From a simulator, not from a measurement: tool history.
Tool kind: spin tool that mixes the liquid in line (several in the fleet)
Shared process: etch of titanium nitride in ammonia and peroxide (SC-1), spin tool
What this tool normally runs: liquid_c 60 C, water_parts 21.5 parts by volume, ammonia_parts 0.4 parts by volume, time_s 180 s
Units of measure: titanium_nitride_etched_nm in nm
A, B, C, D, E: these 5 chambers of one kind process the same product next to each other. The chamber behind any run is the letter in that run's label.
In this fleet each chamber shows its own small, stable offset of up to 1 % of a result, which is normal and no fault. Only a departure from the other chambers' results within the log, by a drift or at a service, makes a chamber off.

run     day  liquid_c  water_parts  ammonia_parts  time_s  read-back film thickness of the titanium nitride reference wafer, read on the same gauge (nm)  titanium_nitride_etched_nm
 1A   0.212        60         21.5            0.4     180                                                                                         49.990                      17.599
 2E   0.525        60         21.5            0.4     180                                                                                         50.011                      17.537
 3D   0.883        60         21.5            0.4     180                                                                                         49.998                      17.653
 4B   1.158        60         21.5            0.4     180                                                                                         50.011                      17.841
 5C   1.608        60         21.5            0.4     180                                                                                         49.980                      18.120
 6C   1.950        60         21.5            0.4     180                                                                                         49.993                      18.002
 7E   2.271        60         21.5            0.4     180                                                                                         49.959                      17.666
      2.562  -- chamber A: heated supply line repaired
 8A   2.667        60         21.5            0.4     180                                                                                         50.019                      17.977
 9D   2.875        60         21.5            0.4     180                                                                                         49.995                      17.994
      3.025  -- chamber A: ammonia flow meter replaced
10B   3.317        60         21.5            0.4     180                                                                                         50.014                      17.778
11A   3.583        60         13.5            0.4     280                                                                                         49.963                      36.967
12C   3.862        60         13.5            0.4     280                                                                                         50.024                      36.102
13E   4.296        60         13.5            0.4     280                                                                                         50.003                      35.959
14D   4.708        60         13.5            0.4     280                                                                                         49.977                      36.568
15B   4.971        60         13.5            0.4     280                                                                                         50.009                      36.103
16C   5.404        60         21.5            0.4     180                                                                                         50.003                      17.873
17E   5.721        60         21.5            0.4     180                                                                                         49.995                      17.855
18D   6.012        60         21.5            0.4     180                                                                                         50.004                      17.859
      6.250  -- chamber E: ammonia flow meter replaced
19B   6.283        60         21.5            0.4     180                                                                                         50.006                      17.752
20A   6.658        60         21.5            0.4     180                                                                                         50.019                      17.774
21D   6.933        60         21.5            0.4     180                                                                                         50.004                      17.765
22C   7.383        60         26.0            0.4     180                                                                                         49.979                      16.230
23B   7.792        60         26.0            0.4     180                                                                                         50.012                      15.803
24A   8.054        60         26.0            0.4     180                                                                                         50.014                      15.363
25E   8.350        60         26.0            0.4     180                                                                                         50.015                      15.944
26D   8.750        60         26.0            0.4     180                                                                                         49.973                      15.791
27A   9.017        60         21.5            0.4     180                                                                                         50.010                      16.915
28E   9.338        60         21.5            0.4     180                                                                                         49.987                      18.030
29B   9.683        60         21.5            0.4     145                                                                                         49.972                      14.407
30C   9.892        60         21.5            0.4     145                                                                                         49.979                      14.701
31D  10.146        60         21.5            0.4     145                                                                                         49.992                      14.239
32C  10.583        60         21.5            0.4     145                                                                                         50.000                      14.429
33A  10.967        60         21.5            0.4     145                                                                                         49.981                      13.550
34B  11.167        60         21.5            0.4     180                                                                                         50.002                      17.611
35E  11.617        60         21.5            0.4     180                                                                                         49.988                      18.018
36A  11.846        60         21.5            0.4     180                                                                                         49.977                      16.256
37C  12.104        60         21.5            0.4     180                                                                                         49.984                      18.262

Has any chamber moved away from the others, gradually or after a service, or does the common gauge drift, or do the chambers differ only by their own small steady offsets? State the chamber and the most likely cause if one applies.

One chamber, A, drifts off from the rest bit by bit.
Most likely cause: liquid colder than its thermometer reads (K) = 1.43.
Not necessarily distinguishable in this log from: temperature lost on the way to the wafer (K).

Below are 4 candidate recipes for chamber A's next run, each the usual settings with a change, their results shown as question marks. Which of them brings A's results back in line with what the other chambers give on the usual settings?
In line means no further than this from the other chambers' mean on the usual settings: titanium_nitride_etched_nm 0.580 nm
38A-1  12.425      60.0         21.5            0.4     175                                                                                                                          ?
38A-2  12.425      60.0         21.5            0.4     185                                                                                                                          ?
38A-3  12.425      60.0         18.5            0.4     180                                                                                                                          ?
38A-4  12.425      59.5         22.0            0.4     175                                                                                                                          ?

Usual-settings mean across the other chambers: titanium_nitride_etched_nm 17.836 nm
  run  titanium_nitride_etched_nm
38A-1                      15.860
38A-2                      16.767
38A-3                      17.772
38A-4                      15.143
38A-3 is the one that brings the chamber's results back in line with the other chambers.
